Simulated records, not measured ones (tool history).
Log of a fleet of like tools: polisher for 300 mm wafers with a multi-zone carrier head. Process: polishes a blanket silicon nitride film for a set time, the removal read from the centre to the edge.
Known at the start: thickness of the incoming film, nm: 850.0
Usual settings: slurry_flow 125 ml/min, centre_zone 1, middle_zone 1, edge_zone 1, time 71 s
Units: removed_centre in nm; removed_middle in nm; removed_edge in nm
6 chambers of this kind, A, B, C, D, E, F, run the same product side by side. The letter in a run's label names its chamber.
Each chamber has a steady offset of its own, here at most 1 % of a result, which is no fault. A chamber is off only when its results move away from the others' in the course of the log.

| run | hour | slurry_flow | centre_zone | middle_zone | edge_zone | time | wafers polished on this pad | hours since the slurry nozzle was cleaned | hours since the centre zone pressure was calibrated | hours since the edge zone pressure was calibrated | removed_centre | removed_middle | removed_edge |
|---|---|---|---|---|---|---|---|---|---|---|---|---|---|
| 1D | 11.4 | 125 | 1 | 1 | 1 | 71 | 997 | 175.2 | 473.5 | 861.7 | 66.981 | 67.824 | 67.192 |
|  | 13 | chamber F: worn pad replaced by a new one |
|  | 15.8 | chamber A: worn pad replaced by a new one |
|  | 16.1 | chamber B: worn pad replaced by a new one |
|  | 24.4 | chamber D: worn pad replaced by a new one |
| 2E | 24.5 | 125 | 1 | 1 | 1 | 71 | 500 | 716.6 | 586.5 | 1250.8 | 66.548 | 68.096 | 65.917 |
|  | 37.4 | chamber E: slurry nozzle cleaned |
| 3B | 38.7 | 125 | 1 | 1 | 1 | 71 | 301 | 66.9 | 609.4 | 110.8 | 67.697 | 67.607 | 67.879 |
| 4A | 52 | 125 | 1 | 1 | 1 | 71 | 480 | 334 | 308.5 | 352.4 | 66.844 | 67.478 | 67.759 |
|  | 56.1 | chamber C: worn pad replaced by a new one |
| 5F | 63.3 | 125 | 1 | 1 | 1 | 71 | 668 | 505.8 | 575.5 | 378.5 | 67.1 | 67.186 | 68.95 |
| 6C | 75.8 | 125 | 1 | 1 | 1 | 71 | 262 | 328.3 | 560.7 | 1159.3 | 66.749 | 66.837 | 64.99 |
|  | 80.9 | chamber F: worn pad replaced by a new one |
|  | 86.4 | chamber F: slurry nozzle cleaned |
| 7F | 86.4 | 125 | 1 | 1 | 1 | 71 | 73 | 0 | 598.6 | 401.6 | 67.637 | 67.475 | 68.217 |
| 8D | 96.3 | 125 | 1 | 1 | 1 | 71 | 955 | 260.1 | 558.4 | 946.6 | 66.488 | 66.793 | 67.513 |
|  | 96.6 | chamber E: worn pad replaced by a new one |
| 9B | 107.5 | 125 | 1 | 1 | 1 | 71 | 1214 | 135.7 | 678.2 | 179.6 | 66.661 | 68.318 | 66.748 |
|  | 109.3 | chamber D: worn pad replaced by a new one |
|  | 111.5 | chamber D: edge zone pressure recalibrated |
|  | 111.7 | chamber B: worn pad replaced by a new one |
| 10E | 115 | 125 | 1 | 1 | 1 | 71 | 244 | 77.6 | 677 | 1341.3 | 66.933 | 67.282 | 66.277 |
|  | 117.6 | chamber A: worn pad replaced by a new one |
| 11C | 123.7 | 125 | 1 | 1 | 1 | 71 | 898 | 376.2 | 608.6 | 1207.2 | 67.291 | 67.495 | 67.451 |
| 12A | 136.1 | 125 | 1 | 1 | 1 | 71 | 246 | 418.1 | 392.6 | 436.5 | 66.409 | 67.545 | 66.935 |
|  | 143.2 | chamber A: slurry nozzle cleaned |
| 13F | 144.8 | 125 | 1 | 1 | 1 | 71 | 848 | 58.4 | 657 | 460 | 66.459 | 66.724 | 68.414 |
|  | 151.7 | chamber F: worn pad replaced by a new one |
| 14E | 157.3 | 125 | 1 | 1 | 1 | 71 | 806 | 119.9 | 719.3 | 1383.6 | 67.665 | 69.054 | 67.077 |
|  | 158.8 | chamber C: worn pad replaced by a new one |
| 15A | 170 | 125 | 1 | 1 | 1 | 71 | 696 | 26.8 | 426.5 | 470.4 | 67.115 | 67.374 | 67.763 |
| 16D | 179.1 | 125 | 1 | 1 | 1 | 71 | 927 | 342.9 | 641.2 | 67.7 | 66.319 | 67.232 | 66.301 |
| 17C | 188.5 | 125 | 1 | 0.95 | 1 | 80 | 394 | 441 | 673.4 | 1272 | 75.556 | 72.138 | 76.49 |
|  | 188.8 | chamber E: worn pad replaced by a new one |
|  | 189.4 | chamber D: worn pad replaced by a new one |
|  | 197 | chamber E: edge zone pressure recalibrated |
| 18B | 201.3 | 125 | 1 | 0.95 | 1 | 80 | 1190 | 229.5 | 772 | 273.4 | 76.108 | 72.39 | 76.281 |
| 19C | 208.3 | 125 | 1 | 0.95 | 1 | 80 | 657 | 460.8 | 693.2 | 1291.8 | 75.792 | 71.342 | 77.001 |
|  | 210.6 | chamber B: worn pad replaced by a new one |
|  | 214.5 | chamber B: edge zone pressure recalibrated |
| 20D | 214.6 | 125 | 1 | 0.95 | 1 | 80 | 334 | 378.4 | 676.7 | 103.2 | 75.417 | 72.473 | 76.207 |
| 21E | 221.9 | 125 | 1 | 0.95 | 1 | 80 | 439 | 184.5 | 783.9 | 25 | 75.192 | 72.674 | 75.643 |
|  | 223 | chamber C: centre zone pressure recalibrated |
|  | 231.7 | chamber A: worn pad replaced by a new one |
| 22A | 233.1 | 125 | 1 | 0.95 | 1 | 80 | 19 | 89.9 | 489.6 | 533.5 | 75.002 | 72.177 | 76.524 |
|  | 235.5 | chamber E: centre zone pressure recalibrated |
| 23F | 240.9 | 125 | 1 | 1 | 1 | 71 | 1185 | 154.5 | 753.1 | 556.1 | 67.071 | 67.294 | 68.135 |
|  | 242 | chamber F: worn pad replaced by a new one |
| 24B | 254.4 | 125 | 1 | 1 | 0.94 | 71 | 582 | 282.6 | 825.1 | 39.9 | 66.438 | 67.457 | 65.544 |
|  | 256.8 | chamber C: worn pad replaced by a new one |
| 25F | 264.3 | 125 | 1 | 1 | 0.94 | 71 | 296 | 177.9 | 776.5 | 579.5 | 67.703 | 67.785 | 66.132 |
|  | 264.4 | chamber B: slurry nozzle cleaned |
| 26B | 271.3 | 125 | 1 | 1 | 0.94 | 71 | 806 | 7 | 842 | 56.8 | 66.543 | 66.802 | 66.35 |
|  | 275.2 | chamber D: worn pad replaced by a new one |
| 27C | 281.6 | 125 | 1 | 1 | 0.94 | 71 | 330 | 534.1 | 58.6 | 1365.1 | 67.203 | 66.604 | 65.197 |
|  | 282.1 | chamber C: edge zone pressure recalibrated |
|  | 285.7 | chamber E: worn pad replaced by a new one |
| 28A | 288 | 125 | 1 | 1 | 0.94 | 71 | 748 | 144.8 | 544.5 | 588.4 | 66.77 | 67.673 | 64.067 |
|  | 295.2 | chamber B: worn pad replaced by a new one |
| 29E | 296 | 125 | 1 | 1 | 0.94 | 71 | 137 | 258.6 | 60.6 | 99.1 | 63.986 | 67.414 | 64.734 |
|  | 297 | chamber A: edge zone pressure recalibrated |
|  | 299.2 | chamber A: centre zone pressure recalibrated |
| 30D | 306.7 | 125 | 1 | 1 | 1 | 71 | 419 | 470.5 | 768.8 | 195.3 | 66.532 | 67.235 | 66.863 |
| 31F | 314.5 | 125 | 1 | 1 | 1 | 71 | 962 | 228.1 | 826.7 | 629.7 | 66.458 | 66.14 | 66.295 |
|  | 319.3 | chamber B: centre zone pressure recalibrated |
| 32D | 325 | 125 | 1 | 1 | 1 | 71 | 662 | 488.8 | 787.1 | 213.6 | 66.134 | 67.378 | 66.335 |
|  | 331.9 | chamber A: worn pad replaced by a new one |
| 33C | 334.8 | 125 | 1 | 1 | 1 | 71 | 1036 | 587.3 | 111.8 | 52.8 | 67.686 | 67.335 | 68.161 |
| 34B | 345.1 | 125 | 1 | 1 | 1 | 55 | 663 | 80.8 | 25.8 | 130.6 | 52.031 | 53.105 | 51.289 |
| 35A | 352.8 | 125 | 1 | 1 | 1 | 55 | 277 | 209.6 | 53.6 | 55.9 | 51.571 | 52.119 | 51.829 |
|  | 364.8 | chamber C: worn pad replaced by a new one |
|  | 366.2 | chamber D: worn pad replaced by a new one |
| 36E | 367 | 125 | 1 | 1 | 1 | 55 | 1079 | 329.6 | 131.6 | 170.1 | 49.192 | 52.488 | 51.566 |
| 37D | 376.2 | 125 | 1 | 1 | 1 | 55 | 133 | 540 | 838.3 | 264.8 | 51.98 | 52.348 | 52.46 |
|  | 378.4 | chamber C: slurry nozzle cleaned |
|  | 384.4 | chamber E: worn pad replaced by a new one |
| 38E | 390.2 | 125 | 1 | 1 | 1 | 55 | 77 | 352.8 | 154.8 | 193.3 | 49.168 | 52.327 | 52.659 |
| 39C | 397.5 | 125 | 1 | 1 | 1 | 55 | 434 | 19.1 | 174.5 | 115.5 | 52.327 | 51.641 | 51.335 |

All 6 chambers run these settings next. Forecast each chamber's results:
| 40A | 407.8 | 125 | 1 | 1 | 1 | 71 |  |  |  |  | ? | ? | ? |
| 40B | 407.8 | 125 | 1 | 1 | 1 | 71 |  |  |  |  | ? | ? | ? |
| 40C | 407.8 | 125 | 1 | 1 | 1 | 71 |  |  |  |  | ? | ? | ? |
| 40D | 407.8 | 125 | 1 | 1 | 1 | 71 |  |  |  |  | ? | ? | ? |
| 40E | 407.8 | 125 | 1 | 1 | 1 | 71 |  |  |  |  | ? | ? | ? |
| 40F | 407.8 | 125 | 1 | 1 | 1 | 71 |  |  |  |  | ? | ? | ? |

| run | removed_centre | removed_middle | removed_edge |
|---|---|---|---|
| 40A | 66.398 | 66.505 | 67.819 |
| 40B | 66.478 | 66.952 | 65.929 |
| 40C | 68.54 | 66.345 | 66.497 |
| 40D | 67.035 | 67.669 | 67.522 |
| 40E | 62.89 | 67.957 | 67.259 |
| 40F | 66.252 | 67.484 | 67.109 |

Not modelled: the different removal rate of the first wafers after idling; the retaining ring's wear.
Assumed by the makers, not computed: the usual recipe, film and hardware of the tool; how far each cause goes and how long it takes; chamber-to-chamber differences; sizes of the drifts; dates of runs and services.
